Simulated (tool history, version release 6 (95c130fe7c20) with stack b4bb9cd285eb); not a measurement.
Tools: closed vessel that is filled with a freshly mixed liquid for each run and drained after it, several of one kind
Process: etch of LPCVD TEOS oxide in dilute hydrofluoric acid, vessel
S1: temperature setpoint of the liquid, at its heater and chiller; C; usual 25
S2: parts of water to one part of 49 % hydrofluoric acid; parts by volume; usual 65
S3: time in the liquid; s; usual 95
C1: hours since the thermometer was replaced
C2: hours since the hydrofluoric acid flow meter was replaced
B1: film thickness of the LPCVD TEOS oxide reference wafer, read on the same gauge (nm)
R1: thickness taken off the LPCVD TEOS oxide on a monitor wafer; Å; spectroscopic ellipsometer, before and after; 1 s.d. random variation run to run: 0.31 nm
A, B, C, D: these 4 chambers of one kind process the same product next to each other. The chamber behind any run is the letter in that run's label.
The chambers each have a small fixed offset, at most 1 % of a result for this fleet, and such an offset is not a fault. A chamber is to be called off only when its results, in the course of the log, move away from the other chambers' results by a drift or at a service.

Run 1B, hour 3.1: usual settings; C1 814.1; C2 694.4; B1 110.00. Result: R1 547.45 Å.
Run 2A, hour 8.8: usual settings; C1 815.5; C2 384.1; B1 110.02. Result: R1 544.06 Å.
Run 3D, hour 12.0: usual settings; C1 839.5; C2 947.7; B1 110.01. Result: R1 543.57 Å.
Run 4C, hour 15.0: usual settings; C1 1505.1; C2 1139.4; B1 110.00. Result: R1 549.78 Å.
Run 5D, hour 21.1: usual settings but S2 90 parts by volume; C1 848.6; C2 956.8; B1 110.01. Result: R1 378.53 Å.
Run 6C, hour 25.2: usual settings but S2 90 parts by volume; C1 1515.3; C2 1149.6; B1 110.01. Result: R1 385.18 Å.
At hour 27.6: chamber B: thermometer replaced.
Run 7B, hour 29.7: usual settings but S2 90 parts by volume; C1 2.2; C2 721.0; B1 110.01. Result: R1 381.29 Å.
At hour 32.9: chamber B: hydrofluoric acid flow meter replaced.
Run 8A, hour 33.5: usual settings but S2 90 parts by volume; C1 840.2; C2 408.8; B1 110.00. Result: R1 382.37 Å.
Run 9D, hour 38.9: usual settings but S3 140 s; C1 866.4; C2 974.6; B1 109.98. Result: R1 799.11 Å.
Run 10C, hour 45.1: usual settings but S3 140 s; C1 1535.2; C2 1169.5; B1 110.00. Result: R1 804.24 Å.
Run 11B, hour 50.6: usual settings but S3 140 s; C1 23.1; C2 17.7; B1 109.99. Result: R1 807.58 Å.
Run 12A, hour 53.5: usual settings but S3 140 s; C1 860.2; C2 428.8; B1 110.00. Result: R1 804.36 Å.
Run 13D, hour 57.8: usual settings; C1 885.3; C2 993.5; B1 110.02. Result: R1 542.95 Å.
Run 14C, hour 62.6: usual settings; C1 1552.7; C2 1187.0; B1 109.99. Result: R1 548.40 Å.
Run 15A, hour 65.6: usual settings but S3 60 s; C1 872.3; C2 440.9; B1 110.00. Result: R1 345.30 Å.
Run 16B, hour 70.7: usual settings but S3 60 s; C1 43.2; C2 37.8; B1 110.02. Result: R1 348.26 Å.
Run 17D, hour 75.9: usual settings but S3 60 s; C1 903.4; C2 1011.6; B1 110.01. Result: R1 344.66 Å.
Run 18B, hour 79.5: usual settings but S3 60 s; C1 52.0; C2 46.6; B1 110.00. Result: R1 346.84 Å.
Run 19A, hour 82.7: usual settings; C1 889.4; C2 458.0; B1 109.99. Result: R1 547.12 Å.
Run 20C, hour 86.9: usual settings; C1 1577.0; C2 1211.3; B1 110.02. Result: R1 544.51 Å.
Run 21A, hour 92.2: usual settings; C1 898.9; C2 467.5; B1 109.99. Result: R1 539.68 Å.
Run 22C, hour 97.9: usual settings; C1 1588.0; C2 1222.3; B1 110.00. Result: R1 549.88 Å.
Run 23D, hour 100.9: usual settings but S1 23 C, S2 85 parts by volume; C1 928.4; C2 1036.6; B1 110.01. Result: R1 374.76 Å.
Run 24B, hour 106.0: usual settings but S1 23 C, S2 85 parts by volume; C1 78.5; C2 73.1; B1 110.01. Result: R1 378.67 Å.
Run 25C, hour 111.4: usual settings but S1 23 C, S2 85 parts by volume; C1 1601.5; C2 1235.8; B1 110.00. Result: R1 379.59 Å.
Run 26B, hour 116.7: usual settings but S1 23 C, S2 85 parts by volume; C1 89.2; C2 83.8; B1 110.00. Result: R1 374.17 Å.
Run 27A, hour 119.5: usual settings; C1 926.2; C2 494.8; B1 110.01. Result: R1 543.07 Å.
Run 28D, hour 124.7: usual settings; C1 952.2; C2 1060.4; B1 110.00. Result: R1 541.34 Å.
Run 29A, hour 130.7: usual settings; C1 937.4; C2 506.0; B1 110.02. Result: R1 544.76 Å.
Run 30C, hour 136.3: usual settings; C1 1626.4; C2 1260.7; B1 110.00. Result: R1 549.62 Å.
Run 31D, hour 140.9: usual settings; C1 968.4; C2 1076.6; B1 110.00. Result: R1 549.41 Å.
Run 32B, hour 145.9: usual settings; C1 118.4; C2 113.0; B1 110.00. Result: R1 542.85 Å.
Run 33D, hour 151.1: usual settings; C1 978.6; C2 1086.8; B1 110.00. Result: R1 545.48 Å.
Run 34B, hour 154.9: usual settings; C1 127.4; C2 122.0; B1 110.01. Result: R1 550.36 Å.
Run 35A, hour 157.6: usual settings; C1 964.3; C2 532.9; B1 109.98. Result: R1 544.02 Å.
Run 36C, hour 161.5: usual settings; C1 1651.6; C2 1285.9; B1 110.01. Result: R1 549.89 Å.
Run 37D, hour 167.5: usual settings; C1 995.0; C2 1103.2; B1 110.01. Result: R1 547.20 Å.
Run 38A, hour 172.8: usual settings; C1 979.5; C2 548.1; B1 110.01. Result: R1 543.14 Å.
At hour 174.2: chamber D: hydrofluoric acid flow meter replaced.
Run 39C, hour 178.1: usual settings; C1 1668.2; C2 1302.5; B1 110.00. Result: R1 545.79 Å.
Run 40B, hour 184.0: usual settings; C1 156.5; C2 151.1; B1 110.00. Result: R1 545.74 Å.
Run 41D, hour 189.9: usual settings; C1 1017.4; C2 15.7; B1 109.99. Result: R1 540.46 Å.
Run 42B, hour 193.2: usual settings; C1 165.7; C2 160.3; B1 110.01. Result: R1 548.08 Å.

One chamber off, gauge drift, or nothing amiss beyond the chambers' own small offsets? If it is a chamber, which one, and what is the likeliest cause?

Neither any chamber nor the gauge drifts; the chambers differ only by their own small, steady offsets.
